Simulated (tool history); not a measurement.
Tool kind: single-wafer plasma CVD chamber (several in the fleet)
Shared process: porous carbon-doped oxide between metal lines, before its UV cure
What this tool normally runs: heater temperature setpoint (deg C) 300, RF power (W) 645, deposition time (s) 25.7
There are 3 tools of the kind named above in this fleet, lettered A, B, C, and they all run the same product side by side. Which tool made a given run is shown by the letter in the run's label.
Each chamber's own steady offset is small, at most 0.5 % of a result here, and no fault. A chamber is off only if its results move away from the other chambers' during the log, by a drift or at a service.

run   hour  heater temperature setpoint (deg C)  RF power (W)  deposition time (s)  hours since the last thermocouple change  hours since the last RF generator calibration  read-back reference wafer on the same gauge, thickness_nm  mean film thickness on the monitor wafer (nm)
 1A    4.7                                  300           645                 25.7                                     147.8                                          870.7                                                     153.01                                         165.77
 2B    7.8                                  300           645                 25.7                                     868.1                                         1427.3                                                     153.03                                         165.56
 3C   11.8                                  300           645                 25.7                                     532.1                                          244.4                                                     153.02                                         165.03
 4A   15.7                                  300           645                 25.7                                     158.8                                          881.7                                                     153.10                                         165.89
 5C   19.6                                  300           645                 25.7                                     539.9                                          252.2                                                     153.08                                         164.92
 6B   22.5                                  300           645                 25.7                                     882.8                                         1442.0                                                     153.13                                         165.65
 7C   25.6                                  300           645                 25.7                                     545.9                                          258.2                                                     153.10                                         165.02
 8B   29.1                                  300           645                 25.7                                     889.4                                         1448.6                                                     153.12                                         165.51
 9A   33.6                                  300           760                 25.7                                     176.7                                          899.6                                                     153.14                                         183.88
10A   36.9                                  300           760                 25.7                                     180.0                                          902.9                                                     153.23                                         183.57
11C   40.7                                  300           760                 25.7                                     561.0                                          273.3                                                     153.21                                         183.93
12B   43.9                                  300           645                 25.7                                     904.2                                         1463.4                                                     153.22                                         165.74
13B   47.2                                  300           645                 25.7                                     907.5                                         1466.7                                                     153.23                                         165.81
14C   52.5                                  300           645                 25.7                                     572.8                                          285.1                                                     153.24                                         165.71
15A   56.2                                  300           645                 25.7                                     199.3                                          922.2                                                     153.31                                         166.21
16C   61.1                                  300           645                 25.7                                     581.4                                          293.7                                                     153.29                                         165.24
17B   63.4                                  300           645                 25.7                                     923.7                                         1482.9                                                     153.29                                         165.99
18A   66.9                                  300           535                 25.7                                     210.0                                          932.9                                                     153.35                                         147.01
19B   69.5                                  300           535                 25.7                                     929.8                                         1489.0                                                     153.35                                         146.33
20C   74.1                                  300           535                 25.7                                     594.4                                          306.7                                                     153.35                                         146.07
21A   76.6                                  300           645                 25.7                                     219.7                                          942.6                                                     153.39                                         166.04
22A   79.0                                  300           645                 25.7                                     222.1                                          945.0                                                     153.40                                         166.54
23B   83.3                                  293           645                 23.4                                     943.6                                         1502.8                                                     153.42                                         157.71
24C   88.1                                  293           645                 23.4                                     608.4                                          320.7                                                     153.42                                         157.42
25B   91.1                                  293           645                 23.4                                     951.4                                         1510.6                                                     153.42                                         157.71
26C   95.2                                  300           645                 25.7                                     615.5                                          327.8                                                     153.48                                         165.95
27A   97.7                                  300           645                 25.7                                     240.8                                          963.7                                                     153.49                                         165.82
28A  101.6                                  296           645                 27.5                                     244.7                                          967.6                                                     153.51                                         181.65
29B  104.3                                  296           645                 27.5                                     964.6                                         1523.8                                                     153.50                                         181.54
30C  107.2                                  296           645                 27.5                                     627.5                                          339.8                                                     153.57                                         180.39
31B  111.3                                  300           645                 25.7                                     971.6                                         1530.8                                                     153.56                                         166.18
32C  116.5                                  300           645                 25.7                                     636.8                                          349.1                                                     153.51                                         165.33
33A  120.6                                  300           645                 25.7                                     263.7                                          986.6                                                     153.55                                         166.37
34C  123.4                                  300           645                 25.7                                     643.7                                          356.0                                                     153.61                                         165.76
35B  127.0                                  300           705                 25.7                                     987.3                                         1546.5                                                     153.64                                         176.00
36A  129.7                                  300           705                 25.7                                     272.8                                          995.7                                                     153.64                                         176.13
37B  132.5                                  300           705                 25.7                                     992.8                                         1552.0                                                     153.66                                         176.14
38A  137.5                                  300           645                 25.7                                     280.6                                         1003.5                                                     153.69                                         166.02
39C  141.8                                  300           645                 25.7                                     662.1                                          374.4                                                     153.74                                         165.77
40A  144.7                                  300           645                 25.7                                     287.8                                         1010.7                                                     153.70                                         166.48
41B  148.3                                  287           645                 22.0                                    1008.6                                         1567.8                                                     153.74                                         154.67
42C  152.1                                  287           645                 22.0                                     672.4                                          384.7                                                     153.74                                         153.98

Read the log: is a single chamber off, either drifting away or since a service, is the gauge that measures every chamber drifting, or is nothing wrong beyond small per-chamber offsets? Name any odd chamber and what most likely caused it.

None of the chambers is off. What moves is the gauge, dragging all their readings along together.
Most likely cause: gauge reads high (%) = 0.499.

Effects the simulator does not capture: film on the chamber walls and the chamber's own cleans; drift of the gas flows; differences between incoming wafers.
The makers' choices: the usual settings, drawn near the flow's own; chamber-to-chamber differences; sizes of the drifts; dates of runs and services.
